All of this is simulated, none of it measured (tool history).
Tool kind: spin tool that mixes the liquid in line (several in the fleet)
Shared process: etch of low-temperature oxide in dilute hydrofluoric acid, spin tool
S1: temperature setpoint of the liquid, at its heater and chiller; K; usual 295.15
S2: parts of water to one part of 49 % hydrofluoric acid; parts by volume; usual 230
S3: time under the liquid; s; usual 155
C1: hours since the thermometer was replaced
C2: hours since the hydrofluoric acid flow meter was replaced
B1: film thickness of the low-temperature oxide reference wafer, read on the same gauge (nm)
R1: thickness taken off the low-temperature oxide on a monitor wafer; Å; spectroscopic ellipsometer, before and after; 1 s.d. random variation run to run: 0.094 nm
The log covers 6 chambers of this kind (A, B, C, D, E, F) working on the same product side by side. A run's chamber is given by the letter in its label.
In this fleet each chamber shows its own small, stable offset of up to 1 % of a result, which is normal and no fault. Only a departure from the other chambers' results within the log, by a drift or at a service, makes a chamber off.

{"run": "1D", "day": 0.542, "S1": 295.15, "S2": 230, "S3": 155, "C1": 141.3, "C2": 2200.9, "B1": 90.013, "R1": 96.445}
{"run": "2F", "day": 0.942, "S1": 295.15, "S2": 230, "S3": 155, "C1": 585.8, "C2": 1242, "B1": 90.038, "R1": 98.589}
{"day": 1.146, "done": "chamber D: hydrofluoric acid flow meter replaced"}
{"run": "3A", "day": 1.571, "S1": 295.15, "S2": 230, "S3": 155, "C1": 1189.4, "C2": 744.8, "B1": 90.029, "R1": 96.277}
{"run": "4C", "day": 1.875, "S1": 295.15, "S2": 230, "S3": 155, "C1": 675.8, "C2": 784.4, "B1": 90.019, "R1": 97.954}
{"run": "5E", "day": 2.492, "S1": 295.15, "S2": 230, "S3": 155, "C1": 377.6, "C2": 152.7, "B1": 90.02, "R1": 97.047}
{"run": "6B", "day": 2.821, "S1": 295.15, "S2": 230, "S3": 155, "C1": 1575.9, "C2": 138.6, "B1": 90.004, "R1": 97.759}
{"run": "7A", "day": 3.15, "S1": 295.15, "S2": 230, "S3": 155, "C1": 1227.3, "C2": 782.7, "B1": 90.043, "R1": 95.692}
{"run": "8C", "day": 3.433, "S1": 295.15, "S2": 230, "S3": 155, "C1": 713.2, "C2": 821.8, "B1": 90.017, "R1": 97.145}
{"day": 3.617, "done": "chamber F: thermometer replaced"}
{"day": 3.704, "done": "chamber A: hydrofluoric acid flow meter replaced"}
{"run": "9F", "day": 4.0, "S1": 295.15, "S2": 230, "S3": 155, "C1": 9.3, "C2": 1315.4, "B1": 89.983, "R1": 95.516}
{"run": "10B", "day": 4.333, "S1": 295.15, "S2": 230, "S3": 155, "C1": 1612.2, "C2": 174.9, "B1": 90.001, "R1": 96.375}
{"run": "11E", "day": 4.838, "S1": 295.15, "S2": 230, "S3": 155, "C1": 433.9, "C2": 209, "B1": 89.985, "R1": 98.111}
{"day": 4.912, "done": "chamber F: hydrofluoric acid flow meter replaced"}
{"run": "12D", "day": 5.462, "S1": 297.15, "S2": 230, "S3": 155, "C1": 259.4, "C2": 103.7, "B1": 89.99, "R1": 104.24}
{"run": "13F", "day": 5.892, "S1": 297.15, "S2": 230, "S3": 155, "C1": 54.7, "C2": 23.5, "B1": 89.972, "R1": 105.48}
{"run": "14B", "day": 6.225, "S1": 297.15, "S2": 230, "S3": 155, "C1": 1657.6, "C2": 220.3, "B1": 90.018, "R1": 102.94}
{"run": "15C", "day": 6.683, "S1": 297.15, "S2": 230, "S3": 155, "C1": 791.2, "C2": 899.8, "B1": 89.974, "R1": 104.87}
{"run": "16A", "day": 7.312, "S1": 297.15, "S2": 230, "S3": 155, "C1": 1327.2, "C2": 86.6, "B1": 90.035, "R1": 104.8}
{"day": 7.425, "done": "chamber B: thermometer replaced"}
{"run": "17E", "day": 7.804, "S1": 297.15, "S2": 230, "S3": 155, "C1": 505.1, "C2": 280.2, "B1": 89.961, "R1": 106.72}
{"run": "18D", "day": 8.321, "S1": 295.15, "S2": 230, "S3": 155, "C1": 328, "C2": 172.3, "B1": 90.003, "R1": 96.166}
{"run": "19F", "day": 8.638, "S1": 299.65, "S2": 230, "S3": 155, "C1": 120.6, "C2": 89.4, "B1": 89.975, "R1": 113.96}
{"run": "20A", "day": 9.162, "S1": 299.65, "S2": 230, "S3": 155, "C1": 1371.6, "C2": 131, "B1": 89.974, "R1": 113.19}
{"run": "21C", "day": 9.6, "S1": 299.65, "S2": 230, "S3": 155, "C1": 861.2, "C2": 969.8, "B1": 89.992, "R1": 115.88}
{"run": "22D", "day": 9.992, "S1": 299.65, "S2": 230, "S3": 155, "C1": 368.1, "C2": 212.4, "B1": 90.013, "R1": 112.69}
{"run": "23B", "day": 10.312, "S1": 299.65, "S2": 230, "S3": 155, "C1": 69.4, "C2": 318.4, "B1": 89.982, "R1": 113.37}
{"run": "24E", "day": 10.838, "S1": 299.65, "S2": 230, "S3": 155, "C1": 577.9, "C2": 353, "B1": 89.953, "R1": 114.83}
{"run": "25F", "day": 11.217, "S1": 292.65, "S2": 230, "S3": 205, "C1": 182.5, "C2": 151.3, "B1": 90.019, "R1": 118.87}
{"run": "26D", "day": 11.733, "S1": 292.65, "S2": 230, "S3": 205, "C1": 409.9, "C2": 254.2, "B1": 90.018, "R1": 115.4}
{"run": "27C", "day": 12.321, "S1": 292.65, "S2": 230, "S3": 205, "C1": 926.5, "C2": 1035.1, "B1": 89.999, "R1": 117.36}
{"run": "28E", "day": 12.817, "S1": 292.65, "S2": 230, "S3": 205, "C1": 625.4, "C2": 400.5, "B1": 90.022, "R1": 116.05}
{"day": 13.208, "done": "chamber E: thermometer replaced"}
{"run": "29B", "day": 13.408, "S1": 292.65, "S2": 230, "S3": 205, "C1": 143.7, "C2": 392.7, "B1": 89.99, "R1": 117.14}
{"run": "30A", "day": 13.8, "S1": 292.65, "S2": 230, "S3": 205, "C1": 1482.9, "C2": 242.3, "B1": 89.981, "R1": 116.8}
{"run": "31C", "day": 14.167, "S1": 295.15, "S2": 230, "S3": 155, "C1": 970.8, "C2": 1079.4, "B1": 89.996, "R1": 98.21}
{"run": "32E", "day": 14.783, "S1": 295.15, "S2": 230, "S3": 155, "C1": 37.8, "C2": 447.7, "B1": 90.067, "R1": 96.617}
{"run": "33B", "day": 15.279, "S1": 295.15, "S2": 230, "S3": 225, "C1": 188.6, "C2": 437.6, "B1": 90.001, "R1": 141.34}
{"run": "34D", "day": 15.738, "S1": 295.15, "S2": 230, "S3": 225, "C1": 506, "C2": 350.3, "B1": 90.002, "R1": 140.03}
{"run": "35A", "day": 16.304, "S1": 295.15, "S2": 230, "S3": 225, "C1": 1543, "C2": 302.4, "B1": 90.037, "R1": 140.87}
{"run": "36F", "day": 16.642, "S1": 295.15, "S2": 230, "S3": 225, "C1": 312.7, "C2": 281.5, "B1": 90.01, "R1": 139.83}
{"run": "37C", "day": 16.988, "S1": 295.15, "S2": 230, "S3": 225, "C1": 1038.5, "C2": 1147.1, "B1": 89.968, "R1": 141.73}
{"run": "38E", "day": 17.6, "S1": 295.15, "S2": 230, "S3": 225, "C1": 105.4, "C2": 515.3, "B1": 89.982, "R1": 142.57}
{"run": "39D", "day": 18.054, "S1": 295.15, "S2": 230, "S3": 155, "C1": 561.6, "C2": 405.9, "B1": 89.983, "R1": 96.2}
{"run": "40F", "day": 18.621, "S1": 295.15, "S2": 230, "S3": 155, "C1": 360.2, "C2": 329, "B1": 89.987, "R1": 96.892}

The same settings go to every chamber for the next run, one line per chamber below. Forecast the results for each:
{"run": "41A", "day": 19.079, "S1": 295.15, "S2": 230, "S3": 100, "R1": "?"}
{"run": "41B", "day": 19.079, "S1": 295.15, "S2": 230, "S3": 100, "R1": "?"}
{"run": "41C", "day": 19.079, "S1": 295.15, "S2": 230, "S3": 100, "R1": "?"}
{"run": "41D", "day": 19.079, "S1": 295.15, "S2": 230, "S3": 100, "R1": "?"}
{"run": "41E", "day": 19.079, "S1": 295.15, "S2": 230, "S3": 100, "R1": "?"}
{"run": "41F", "day": 19.079, "S1": 295.15, "S2": 230, "S3": 100, "R1": "?"}

run=41A R1=61.89
run=41B R1=61.876
run=41C R1=62.62
run=41D R1=62.654
run=41E R1=63.502
run=41F R1=62.541
